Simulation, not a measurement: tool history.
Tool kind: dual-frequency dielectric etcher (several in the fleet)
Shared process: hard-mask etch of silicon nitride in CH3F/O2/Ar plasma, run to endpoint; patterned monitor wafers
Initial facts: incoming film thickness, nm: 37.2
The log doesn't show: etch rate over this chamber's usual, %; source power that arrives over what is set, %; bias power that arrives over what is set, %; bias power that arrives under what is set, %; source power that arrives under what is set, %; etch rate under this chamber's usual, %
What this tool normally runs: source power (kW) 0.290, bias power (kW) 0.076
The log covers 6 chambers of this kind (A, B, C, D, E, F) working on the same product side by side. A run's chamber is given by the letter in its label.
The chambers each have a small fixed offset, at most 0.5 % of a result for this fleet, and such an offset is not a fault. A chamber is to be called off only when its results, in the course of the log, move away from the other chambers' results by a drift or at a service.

run	day	source power (kW)	bias power (kW)	hours since the last wet clean	hours since the last source power generator calibration	hours since the last bias power generator calibration	endpoint time (s)
1D	0.292	0.290	0.076	21.1	1273.2	2169.7	59.380
2F	0.471	0.290	0.076	247.4	2721.3	814.9	59.142
3B	0.721	0.290	0.076	114.9	2521.8	2428.1	59.229
4C	0.879	0.290	0.076	57.7	1702.3	1057.5	59.514
5A	1.146	0.290	0.076	339.3	1941.9	2649.1	59.294
6E	1.388	0.310	0.060	127.9	2206.7	1405.9	63.159
7B	1.538	0.310	0.060	134.5	2541.4	2447.7	63.286
8A	1.700	0.310	0.060	352.6	1955.2	2662.4	63.049
9E	1.958	0.310	0.060	141.6	2220.4	1419.6	63.184
10C	2.133	0.310	0.060	87.8	1732.4	1087.6	63.205
11D	2.279	0.310	0.060	68.8	1320.9	2217.4	62.782
12F	2.521	0.290	0.076	296.6	2770.5	864.1	59.344
13E	2.775	0.290	0.076	161.2	2240.0	1439.2	59.820
14A	2.938	0.340	0.057	382.3	1984.9	2692.1	61.712
15F	3.179	0.340	0.057	312.4	2786.3	879.9	61.807
16D	3.442	0.340	0.057	96.7	1348.8	2245.3	61.899
17C	3.592	0.340	0.057	122.8	1767.4	1122.6	61.657
18B	3.829	0.340	0.057	189.5	2596.4	2502.7	61.650
19E	4.138	0.340	0.057	193.9	2272.7	1471.9	61.811
20C	4.325	0.230	0.070	140.4	1785.0	1140.2	66.980
21B	4.629	0.230	0.070	208.7	2615.6	2521.9	66.823
22F	4.933	0.230	0.070	354.5	2828.4	922.0	67.173
23A	5.171	0.230	0.070	435.9	2038.5	2745.7	66.876
24D	5.450	0.230	0.070	144.9	1397.0	2293.5	66.728
25A	5.658	0.230	0.070	447.6	2050.2	2757.4	67.021
26F	5.883	0.290	0.076	377.3	2851.2	944.8	60.725
27B	6.046	0.290	0.076	242.7	2649.6	2555.9	59.689
28C	6.308	0.290	0.076	188.0	1832.6	1187.8	59.592
29D	6.600	0.360	0.059	172.5	1424.6	2321.1	59.385
# day 6.721: chamber A: wet clean of the chamber
30E	6.867	0.360	0.059	259.4	2338.2	1537.4	59.338
31A	7.038	0.360	0.059	7.7	2083.3	2790.5	60.099
32F	7.333	0.360	0.059	412.1	2886.0	979.6	61.760
33E	7.625	0.360	0.059	277.6	2356.4	1555.6	59.751
34D	7.917	0.360	0.059	204.1	1456.2	2352.7	59.809
35B	8.150	0.330	0.087	293.2	2700.1	2606.4	54.105
36C	8.321	0.330	0.087	236.3	1880.9	1236.1	54.134
37B	8.629	0.330	0.087	304.7	2711.6	2617.9	54.013
38C	8.867	0.330	0.087	249.4	1894.0	1249.2	53.874
39D	9.017	0.330	0.087	230.5	1482.6	2379.1	53.825
40A	9.158	0.330	0.087	58.6	2134.2	2841.4	53.919
41E	9.312	0.290	0.076	318.1	2396.9	1596.1	59.675

Which is it: a chamber that has drifted or been left off by a service, a gauge drift common to all chambers, or only each chamber's usual small offset? If a chamber is off, name it and its likeliest cause.

One chamber, F, drifts off from the rest bit by bit.
Most likely cause: etch rate under this chamber's usual, % = 4.57.

Here are 4 candidates for chamber F's next run, each the usual settings with a change, their results left as question marks. Which one brings its results back in line with what the others give on the usual settings?
A result is in line if it is within this distance of the other chambers' mean on the usual settings: endpoint time (s) 0.730
42F-1	9.533	0.300	0.077				?
42F-2	9.533	0.260	0.076				?
42F-3	9.533	0.310	0.081				?
42F-4	9.533	0.280	0.075				?

The other chambers' mean on the usual settings: endpoint time (s) 59.533
run	endpoint time (s)
42F-1	61.266
42F-2	64.970
42F-3	59.434
42F-4	63.473
It is 42F-3 that realigns the chamber with its peers.
